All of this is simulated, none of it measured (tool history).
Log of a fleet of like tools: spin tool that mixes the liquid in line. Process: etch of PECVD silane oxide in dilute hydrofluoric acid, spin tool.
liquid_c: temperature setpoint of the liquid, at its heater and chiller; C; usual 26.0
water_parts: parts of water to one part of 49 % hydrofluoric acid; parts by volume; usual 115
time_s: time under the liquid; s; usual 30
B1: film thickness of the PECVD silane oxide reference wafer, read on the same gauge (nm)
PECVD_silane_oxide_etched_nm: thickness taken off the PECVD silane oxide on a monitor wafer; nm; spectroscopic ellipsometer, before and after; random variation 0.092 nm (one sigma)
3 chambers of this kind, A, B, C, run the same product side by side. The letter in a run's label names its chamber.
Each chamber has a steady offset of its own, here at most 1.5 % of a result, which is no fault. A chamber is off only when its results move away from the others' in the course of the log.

{"run": "1B", "hour": 3.2, "liquid_c": 26.0, "water_parts": 115, "time_s": 30, "B1": 69.998, "PECVD_silane_oxide_etched_nm": 12.343}
{"run": "2A", "hour": 7.7, "liquid_c": 26.0, "water_parts": 115, "time_s": 30, "B1": 70.011, "PECVD_silane_oxide_etched_nm": 12.353}
{"run": "3C", "hour": 12.6, "liquid_c": 26.0, "water_parts": 115, "time_s": 30, "B1": 70.019, "PECVD_silane_oxide_etched_nm": 12.322}
{"run": "4A", "hour": 16.7, "liquid_c": 26.0, "water_parts": 115, "time_s": 30, "B1": 70.01, "PECVD_silane_oxide_etched_nm": 12.347}
{"run": "5B", "hour": 21.6, "liquid_c": 26.0, "water_parts": 115, "time_s": 30, "B1": 69.996, "PECVD_silane_oxide_etched_nm": 12.187}
{"run": "6C", "hour": 24.6, "liquid_c": 26.0, "water_parts": 85, "time_s": 40, "B1": 70.009, "PECVD_silane_oxide_etched_nm": 22.926}
{"run": "7A", "hour": 29.2, "liquid_c": 26.0, "water_parts": 85, "time_s": 40, "B1": 69.999, "PECVD_silane_oxide_etched_nm": 22.805}
{"run": "8C", "hour": 33.6, "liquid_c": 26.0, "water_parts": 85, "time_s": 40, "B1": 70.015, "PECVD_silane_oxide_etched_nm": 23.203}
{"run": "9B", "hour": 37.1, "liquid_c": 26.0, "water_parts": 115, "time_s": 30, "B1": 69.992, "PECVD_silane_oxide_etched_nm": 12.522}
{"run": "10C", "hour": 40.1, "liquid_c": 26.0, "water_parts": 115, "time_s": 30, "B1": 69.991, "PECVD_silane_oxide_etched_nm": 12.187}
{"run": "11A", "hour": 43.3, "liquid_c": 26.0, "water_parts": 115, "time_s": 30, "B1": 70.011, "PECVD_silane_oxide_etched_nm": 12.293}
{"run": "12B", "hour": 47.0, "liquid_c": 26.0, "water_parts": 115, "time_s": 30, "B1": 69.992, "PECVD_silane_oxide_etched_nm": 12.411}
{"run": "13A", "hour": 51.3, "liquid_c": 26.0, "water_parts": 115, "time_s": 30, "B1": 69.994, "PECVD_silane_oxide_etched_nm": 12.094}
{"run": "14B", "hour": 55.2, "liquid_c": 26.0, "water_parts": 115, "time_s": 30, "B1": 69.977, "PECVD_silane_oxide_etched_nm": 12.357}
{"run": "15C", "hour": 58.3, "liquid_c": 26.0, "water_parts": 115, "time_s": 30, "B1": 69.994, "PECVD_silane_oxide_etched_nm": 12.36}
{"run": "16A", "hour": 63.4, "liquid_c": 26.0, "water_parts": 115, "time_s": 30, "B1": 70.013, "PECVD_silane_oxide_etched_nm": 12.305}
{"run": "17C", "hour": 68.1, "liquid_c": 26.0, "water_parts": 115, "time_s": 30, "B1": 70.008, "PECVD_silane_oxide_etched_nm": 12.255}
{"run": "18B", "hour": 71.0, "liquid_c": 26.0, "water_parts": 115, "time_s": 30, "B1": 70.003, "PECVD_silane_oxide_etched_nm": 12.426}
{"run": "19B", "hour": 74.7, "liquid_c": 26.0, "water_parts": 115, "time_s": 30, "B1": 70.005, "PECVD_silane_oxide_etched_nm": 12.609}
{"run": "20A", "hour": 79.0, "liquid_c": 26.0, "water_parts": 80, "time_s": 20, "B1": 70.001, "PECVD_silane_oxide_etched_nm": 12.285}
{"run": "21C", "hour": 82.5, "liquid_c": 26.0, "water_parts": 80, "time_s": 20, "B1": 70.016, "PECVD_silane_oxide_etched_nm": 12.29}
{"run": "22C", "hour": 85.4, "liquid_c": 26.0, "water_parts": 80, "time_s": 20, "B1": 70.001, "PECVD_silane_oxide_etched_nm": 12.122}
{"hour": 88.4, "done": "chamber B: hydrofluoric acid flow meter replaced"}
{"run": "23B", "hour": 90.3, "liquid_c": 26.0, "water_parts": 165, "time_s": 30, "B1": 69.996, "PECVD_silane_oxide_etched_nm": 8.231}
{"run": "24A", "hour": 95.2, "liquid_c": 26.0, "water_parts": 165, "time_s": 30, "B1": 69.991, "PECVD_silane_oxide_etched_nm": 8.0316}
{"run": "25C", "hour": 98.9, "liquid_c": 26.0, "water_parts": 165, "time_s": 30, "B1": 69.997, "PECVD_silane_oxide_etched_nm": 8.0789}
{"run": "26B", "hour": 103.7, "liquid_c": 26.0, "water_parts": 115, "time_s": 30, "B1": 69.981, "PECVD_silane_oxide_etched_nm": 12.807}
{"run": "27A", "hour": 107.8, "liquid_c": 26.0, "water_parts": 115, "time_s": 30, "B1": 69.997, "PECVD_silane_oxide_etched_nm": 12.295}
{"run": "28C", "hour": 112.2, "liquid_c": 26.0, "water_parts": 115, "time_s": 30, "B1": 69.988, "PECVD_silane_oxide_etched_nm": 12.204}
{"run": "29A", "hour": 115.0, "liquid_c": 26.0, "water_parts": 115, "time_s": 30, "B1": 70.001, "PECVD_silane_oxide_etched_nm": 12.175}
{"run": "30B", "hour": 119.6, "liquid_c": 26.0, "water_parts": 115, "time_s": 30, "B1": 69.991, "PECVD_silane_oxide_etched_nm": 12.93}
{"run": "31B", "hour": 122.4, "liquid_c": 26.0, "water_parts": 115, "time_s": 30, "B1": 69.994, "PECVD_silane_oxide_etched_nm": 12.883}
{"run": "32A", "hour": 125.6, "liquid_c": 26.0, "water_parts": 115, "time_s": 30, "B1": 70.008, "PECVD_silane_oxide_etched_nm": 12.305}
{"run": "33C", "hour": 130.1, "liquid_c": 26.0, "water_parts": 115, "time_s": 30, "B1": 70.012, "PECVD_silane_oxide_etched_nm": 12.169}
{"run": "34B", "hour": 133.8, "liquid_c": 23.5, "water_parts": 115, "time_s": 30, "B1": 70.014, "PECVD_silane_oxide_etched_nm": 11.71}
{"run": "35A", "hour": 137.6, "liquid_c": 23.5, "water_parts": 115, "time_s": 30, "B1": 69.996, "PECVD_silane_oxide_etched_nm": 11.131}
{"run": "36C", "hour": 142.1, "liquid_c": 23.5, "water_parts": 115, "time_s": 30, "B1": 69.993, "PECVD_silane_oxide_etched_nm": 10.993}
{"run": "37B", "hour": 146.8, "liquid_c": 26.0, "water_parts": 115, "time_s": 30, "B1": 70.008, "PECVD_silane_oxide_etched_nm": 12.829}
{"run": "38A", "hour": 151.6, "liquid_c": 26.0, "water_parts": 115, "time_s": 30, "B1": 70.006, "PECVD_silane_oxide_etched_nm": 12.188}
{"run": "39C", "hour": 154.9, "liquid_c": 26.0, "water_parts": 115, "time_s": 30, "B1": 69.99, "PECVD_silane_oxide_etched_nm": 12.346}
{"run": "40B", "hour": 158.4, "liquid_c": 26.0, "water_parts": 115, "time_s": 30, "B1": 70.01, "PECVD_silane_oxide_etched_nm": 13.025}
{"run": "41A", "hour": 162.7, "liquid_c": 26.0, "water_parts": 115, "time_s": 30, "B1": 70.017, "PECVD_silane_oxide_etched_nm": 12.17}
{"run": "42C", "hour": 167.2, "liquid_c": 26.0, "water_parts": 115, "time_s": 30, "B1": 69.999, "PECVD_silane_oxide_etched_nm": 12.249}
{"run": "43A", "hour": 172.2, "liquid_c": 26.0, "water_parts": 115, "time_s": 30, "B1": 69.978, "PECVD_silane_oxide_etched_nm": 12.293}

Is one chamber off against the others, does the gauge drift, or is nothing wrong? If a chamber is off, say which, and what the likeliest cause is.

Chamber B drifts away from the others.
Cause: liquid hotter than its thermometer reads (K) = 1.66.

Here are 4 candidates for chamber B's next run, each the usual settings with a change, their results left as question marks. Which one brings its results back in line with what the others give on the usual settings?
In line means no further than this from the other chambers' mean on the usual settings: PECVD_silane_oxide_etched_nm 0.3200 nm
{"run": "44B-1", "hour": 175.9, "liquid_c": 28.0, "water_parts": 115, "time_s": 30, "PECVD_silane_oxide_etched_nm": "?"}
{"run": "44B-2", "hour": 175.9, "liquid_c": 25.5, "water_parts": 115, "time_s": 30, "PECVD_silane_oxide_etched_nm": "?"}
{"run": "44B-3", "hour": 175.9, "liquid_c": 24.0, "water_parts": 115, "time_s": 30, "PECVD_silane_oxide_etched_nm": "?"}
{"run": "44B-4", "hour": 175.9, "liquid_c": 26.5, "water_parts": 115, "time_s": 30, "PECVD_silane_oxide_etched_nm": "?"}

The other chambers' mean on the usual settings: PECVD_silane_oxide_etched_nm 12.2380 nm
run=44B-1 PECVD_silane_oxide_etched_nm=14.1840
run=44B-2 PECVD_silane_oxide_etched_nm=12.8930
run=44B-3 PECVD_silane_oxide_etched_nm=12.1640
run=44B-4 PECVD_silane_oxide_etched_nm=13.4010
44B-3 brings the chamber back in line.

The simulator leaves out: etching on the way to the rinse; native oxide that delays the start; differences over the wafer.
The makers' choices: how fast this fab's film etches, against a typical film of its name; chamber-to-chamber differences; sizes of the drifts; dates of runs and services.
